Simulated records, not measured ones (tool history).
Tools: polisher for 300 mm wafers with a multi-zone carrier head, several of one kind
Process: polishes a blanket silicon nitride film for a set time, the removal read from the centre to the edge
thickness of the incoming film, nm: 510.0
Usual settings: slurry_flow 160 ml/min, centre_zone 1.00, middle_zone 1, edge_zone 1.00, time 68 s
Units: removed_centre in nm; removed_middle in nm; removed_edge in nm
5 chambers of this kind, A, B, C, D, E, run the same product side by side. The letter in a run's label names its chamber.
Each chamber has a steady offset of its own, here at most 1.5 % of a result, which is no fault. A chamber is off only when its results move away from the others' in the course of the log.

run,hour,slurry_flow,centre_zone,middle_zone,edge_zone,time,removed_centre,removed_middle,removed_edge
# hour 0.8: chamber C: worn pad replaced by a new one
1A,5.1,160,1.00,1,1.00,68,96.755,98.221,99.621
2B,8.1,160,1.00,1,1.00,68,97.374,97.340,96.363
3C,11.4,160,1.00,1,1.00,68,97.861,95.813,94.378
# hour 11.6: chamber B: edge zone pressure recalibrated
4E,14.4,160,1.00,1,1.00,68,96.760,96.985,95.860
# hour 15.4: chamber E: worn pad replaced by a new one
# hour 15.9: chamber B: worn pad replaced by a new one
5D,18.9,160,1.00,1,1.00,68,97.537,98.014,96.886
# hour 21.0: chamber D: worn pad replaced by a new one
6C,23.4,160,1.00,1,1.00,68,97.764,95.264,96.677
7E,27.5,160,1.00,1,1.00,68,96.349,96.577,97.292
8D,30.5,160,1.00,1,1.00,68,97.676,97.734,97.872
9B,36.6,160,1.00,1,1.00,68,98.196,98.826,95.649
# hour 39.4: chamber C: worn pad replaced by a new one
10A,41.2,160,1.00,1,1.00,68,96.845,97.866,97.222
11D,47.6,160,1.00,1,1.00,68,96.454,97.617,97.862
# hour 49.7: chamber A: worn pad replaced by a new one
12E,54.0,160,1.00,1,1.00,68,97.395,96.908,96.052
13B,57.5,160,1.00,1,1.00,68,96.194,99.058,96.802
# hour 60.4: chamber E: worn pad replaced by a new one
14A,62.7,160,1.00,1,1.00,68,97.689,98.261,98.570
15C,65.8,160,0.96,1,1.00,68,93.572,96.827,98.607
# hour 71.7: chamber B: worn pad replaced by a new one
16E,71.8,160,0.96,1,1.00,68,91.165,97.410,97.384
# hour 74.2: chamber D: worn pad replaced by a new one
# hour 74.4: chamber C: worn pad replaced by a new one
17C,78.0,160,0.96,1,1.00,68,93.480,96.459,95.740
18B,81.8,160,0.96,1,1.00,68,93.015,98.793,97.535
19D,85.9,160,0.96,1,1.00,68,92.873,95.635,98.970
20A,89.9,160,1.00,1,1.00,68,97.208,98.511,97.194
21E,96.5,160,1.00,1,1.00,68,97.272,97.564,97.064
22C,100.3,160,1.00,1,1.00,68,95.510,97.479,96.851
23B,103.6,160,1.00,1,1.00,68,96.247,97.629,95.040
24D,109.3,160,1.00,1,1.00,68,96.032,96.843,94.824
25A,112.8,160,1.00,1,1.00,68,97.580,96.239,97.338
# hour 114.7: chamber E: worn pad replaced by a new one
# hour 114.9: chamber C: worn pad replaced by a new one
26A,119.2,160,1.00,1,1.00,68,95.708,98.035,97.165
27B,123.5,160,1.00,1,1.00,68,96.918,97.556,98.396
# hour 124.6: chamber B: worn pad replaced by a new one
28E,130.3,160,0.91,1,1.00,85,108.700,120.790,119.580
29C,134.1,160,0.91,1,1.00,85,111.790,121.130,121.570
30D,138.5,160,0.91,1,1.00,85,111.490,121.170,121.220
31A,141.5,160,0.91,1,1.00,85,109.560,123.460,124.000
# hour 141.9: chamber D: worn pad replaced by a new one
# hour 144.4: chamber A: worn pad replaced by a new one
# hour 144.8: chamber D: edge zone pressure recalibrated
32C,146.0,160,0.91,1,1.00,85,110.850,121.020,122.170
33E,152.7,110,1.00,1,1.00,68,87.951,90.540,89.681
34D,158.3,110,1.00,1,1.00,68,88.459,90.971,92.235
# hour 159.2: chamber C: worn pad replaced by a new one
35B,162.7,110,1.00,1,1.00,68,90.054,90.080,90.808
# hour 166.7: chamber E: worn pad replaced by a new one
36E,168.3,110,1.00,1,1.00,68,87.368,88.490,91.462
# hour 169.2: chamber B: worn pad replaced by a new one
37A,171.2,110,1.00,1,1.00,68,87.938,92.072,90.468
38B,176.4,160,1.00,1,1.00,68,97.674,97.486,96.260
39C,180.3,160,1.00,1,1.00,68,97.534,95.477,97.359

What goes on in this fleet: one chamber off, a drifting gauge, or nothing beyond the chambers' own small offsets? Name the chamber and the cause, if any.

No chamber stands off beyond its own small offset, and the gauge holds steady.
